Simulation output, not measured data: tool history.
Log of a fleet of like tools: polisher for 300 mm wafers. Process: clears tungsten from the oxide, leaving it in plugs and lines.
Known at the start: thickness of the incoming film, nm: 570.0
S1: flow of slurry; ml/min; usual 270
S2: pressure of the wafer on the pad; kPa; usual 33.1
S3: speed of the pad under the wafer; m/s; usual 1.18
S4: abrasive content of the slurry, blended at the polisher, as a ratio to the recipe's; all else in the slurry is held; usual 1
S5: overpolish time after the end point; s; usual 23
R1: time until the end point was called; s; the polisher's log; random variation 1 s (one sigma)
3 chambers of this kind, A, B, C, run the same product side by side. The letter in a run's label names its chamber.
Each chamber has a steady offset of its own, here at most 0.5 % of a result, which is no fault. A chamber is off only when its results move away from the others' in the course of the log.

{"day": 0.475, "done": "chamber C: worn pad replaced by a new one"}
{"run": "1B", "day": 0.604, "S1": 270, "S2": 33.1, "S3": 1.18, "S4": 1, "S5": 23, "R1": 68.388}
{"run": "2A", "day": 1.012, "S1": 270, "S2": 33.1, "S3": 1.18, "S4": 1, "S5": 23, "R1": 68.553}
{"run": "3C", "day": 1.512, "S1": 270, "S2": 33.1, "S3": 1.18, "S4": 1, "S5": 23, "R1": 71.22}
{"day": 1.542, "done": "chamber A: slurry tank refilled with fresh slurry and peroxide"}
{"run": "4B", "day": 2.138, "S1": 270, "S2": 33.1, "S3": 1.18, "S4": 1, "S5": 23, "R1": 69.681}
{"day": 2.271, "done": "chamber A: worn pad replaced by a new one"}
{"day": 2.6, "done": "chamber A: slurry blender recalibrated"}
{"run": "5C", "day": 2.612, "S1": 270, "S2": 33.1, "S3": 1.18, "S4": 1, "S5": 23, "R1": 68.491}
{"run": "6A", "day": 3.025, "S1": 270, "S2": 37.9, "S3": 1.18, "S4": 1, "S5": 23, "R1": 58.846}
{"run": "7A", "day": 3.362, "S1": 270, "S2": 37.9, "S3": 1.18, "S4": 1, "S5": 23, "R1": 60.415}
{"day": 3.571, "done": "chamber B: slurry nozzle cleaned"}
{"run": "8C", "day": 3.679, "S1": 270, "S2": 37.9, "S3": 1.18, "S4": 1, "S5": 23, "R1": 60.408}
{"run": "9B", "day": 4.204, "S1": 270, "S2": 33.1, "S3": 1.18, "S4": 1, "S5": 23, "R1": 67.415}
{"day": 4.321, "done": "chamber B: slurry tank refilled with fresh slurry and peroxide"}
{"run": "10C", "day": 4.579, "S1": 270, "S2": 33.1, "S3": 1.18, "S4": 1, "S5": 23, "R1": 71.099}
{"day": 5.05, "done": "chamber B: worn pad replaced by a new one"}
{"run": "11A", "day": 5.212, "S1": 270, "S2": 33.1, "S3": 1.18, "S4": 1, "S5": 23, "R1": 69.507}
{"day": 5.5, "done": "chamber A: slurry tank refilled with fresh slurry and peroxide"}
{"run": "12B", "day": 5.671, "S1": 270, "S2": 33.1, "S3": 1.18, "S4": 1, "S5": 23, "R1": 69.685}
{"run": "13A", "day": 6.175, "S1": 270, "S2": 33.1, "S3": 1.18, "S4": 1, "S5": 23, "R1": 69.004}
{"run": "14C", "day": 6.533, "S1": 270, "S2": 33.1, "S3": 1.18, "S4": 1, "S5": 23, "R1": 69.783}
{"day": 6.838, "done": "chamber B: slurry blender recalibrated"}
{"run": "15B", "day": 6.975, "S1": 270, "S2": 33.1, "S3": 1.18, "S4": 1, "S5": 23, "R1": 69.953}
{"run": "16C", "day": 7.408, "S1": 270, "S2": 33.1, "S3": 1.18, "S4": 1, "S5": 23, "R1": 70.373}
{"run": "17B", "day": 7.954, "S1": 270, "S2": 33.1, "S3": 1.18, "S4": 1, "S5": 23, "R1": 66.081}
{"day": 8.254, "done": "chamber C: worn pad replaced by a new one"}
{"run": "18A", "day": 8.321, "S1": 270, "S2": 33.1, "S3": 1.18, "S4": 1, "S5": 23, "R1": 68.798}
{"day": 8.5, "done": "chamber A: worn pad replaced by a new one"}
{"run": "19C", "day": 8.842, "S1": 270, "S2": 41.4, "S3": 1.18, "S4": 1, "S5": 18, "R1": 58.603}
{"day": 9.104, "done": "chamber A: slurry blender recalibrated"}
{"day": 9.221, "done": "chamber C: head pressure recalibrated"}
{"run": "20A", "day": 9.408, "S1": 270, "S2": 41.4, "S3": 1.18, "S4": 1, "S5": 18, "R1": 54.398}
{"run": "21B", "day": 9.883, "S1": 270, "S2": 41.4, "S3": 1.18, "S4": 1, "S5": 18, "R1": 54.909}
{"run": "22A", "day": 10.217, "S1": 270, "S2": 40.7, "S3": 1.18, "S4": 1, "S5": 23, "R1": 56.61}
{"day": 10.371, "done": "chamber A: slurry tank refilled with fresh slurry and peroxide"}
{"run": "23B", "day": 10.662, "S1": 270, "S2": 40.7, "S3": 1.18, "S4": 1, "S5": 23, "R1": 55.93}
{"run": "24C", "day": 11.338, "S1": 270, "S2": 40.7, "S3": 1.18, "S4": 1, "S5": 23, "R1": 61.754}
{"day": 11.588, "done": "chamber B: slurry tank refilled with fresh slurry and peroxide"}
{"run": "25A", "day": 11.683, "S1": 270, "S2": 33.1, "S3": 1.18, "S4": 1, "S5": 23, "R1": 67.997}
{"day": 11.942, "done": "chamber B: worn pad replaced by a new one"}
{"run": "26C", "day": 12.096, "S1": 270, "S2": 33.1, "S3": 1.18, "S4": 1, "S5": 23, "R1": 76.188}
{"run": "27B", "day": 12.442, "S1": 270, "S2": 33.1, "S3": 1.18, "S4": 1, "S5": 23, "R1": 66.41}
{"run": "28B", "day": 12.888, "S1": 270, "S2": 33.1, "S3": 1.18, "S4": 1, "S5": 23, "R1": 67.628}
{"run": "29A", "day": 13.225, "S1": 270, "S2": 33.1, "S3": 1.46, "S4": 1, "S5": 23, "R1": 55.492}
{"run": "30C", "day": 13.688, "S1": 270, "S2": 33.1, "S3": 1.46, "S4": 1, "S5": 23, "R1": 61.987}
{"day": 13.742, "done": "chamber C: slurry blender recalibrated"}
{"run": "31C", "day": 14.267, "S1": 270, "S2": 33.1, "S3": 1.46, "S4": 1, "S5": 23, "R1": 61.58}
{"day": 14.596, "done": "chamber C: worn pad replaced by a new one"}
{"day": 14.692, "done": "chamber A: worn pad replaced by a new one"}
{"run": "32A", "day": 14.812, "S1": 270, "S2": 40, "S3": 1.18, "S4": 1, "S5": 23, "R1": 57.657}
{"day": 14.896, "done": "chamber A: slurry tank refilled with fresh slurry and peroxide"}
{"run": "33B", "day": 15.2, "S1": 270, "S2": 40, "S3": 1.18, "S4": 1, "S5": 23, "R1": 56.911}
{"day": 15.592, "done": "chamber A: slurry blender recalibrated"}
{"run": "34A", "day": 15.812, "S1": 270, "S2": 40, "S3": 1.18, "S4": 1, "S5": 23, "R1": 58.566}
{"run": "35C", "day": 16.242, "S1": 270, "S2": 33.1, "S3": 1.18, "S4": 1, "S5": 23, "R1": 79.186}
{"run": "36B", "day": 16.638, "S1": 270, "S2": 33.1, "S3": 1.18, "S4": 0.85, "S5": 23, "R1": 71.6}
{"day": 17.042, "done": "chamber C: slurry nozzle cleaned"}
{"run": "37B", "day": 17.304, "S1": 270, "S2": 33.1, "S3": 1.18, "S4": 0.85, "S5": 23, "R1": 72.309}
{"run": "38A", "day": 17.875, "S1": 270, "S2": 33.1, "S3": 1.18, "S4": 0.85, "S5": 23, "R1": 71.388}
{"run": "39C", "day": 18.3, "S1": 270, "S2": 33.1, "S3": 1.18, "S4": 1, "S5": 23, "R1": 80.494}
{"run": "40A", "day": 18.721, "S1": 270, "S2": 33.1, "S3": 1.18, "S4": 1, "S5": 23, "R1": 69.029}

What goes on in this fleet: one chamber off, a drifting gauge, or nothing beyond the chambers' own small offsets? Name the chamber and the cause, if any.

Chamber C drifts away from the others.
Cause: peroxide lost from the slurry, % = 35.9.

Here are 4 candidates for chamber C's next run, each the usual settings with a change, their results left as question marks. Which one brings its results back in line with what the others give on the usual settings?
In line means no further than this from the other chambers' mean on the usual settings: R1 3.6 s
{"run": "41C-1", "day": 19.208, "S1": 270, "S2": 35.9, "S3": 1.18, "S4": 1, "S5": 23, "R1": "?"}
{"run": "41C-2", "day": 19.208, "S1": 270, "S2": 33.1, "S3": 1.4, "S4": 1, "S5": 23, "R1": "?"}
{"run": "41C-3", "day": 19.208, "S1": 270, "S2": 31.7, "S3": 1.12, "S4": 1, "S5": 23, "R1": "?"}
{"run": "41C-4", "day": 19.208, "S1": 270, "S2": 27.6, "S3": 1.18, "S4": 1, "S5": 23, "R1": "?"}

The other chambers' mean on the usual settings: R1 68.866 s
run=41C-1 R1=76.227
run=41C-2 R1=69.686
run=41C-3 R1=90.549
run=41C-4 R1=98.685
41C-2 brings the chamber back in line.
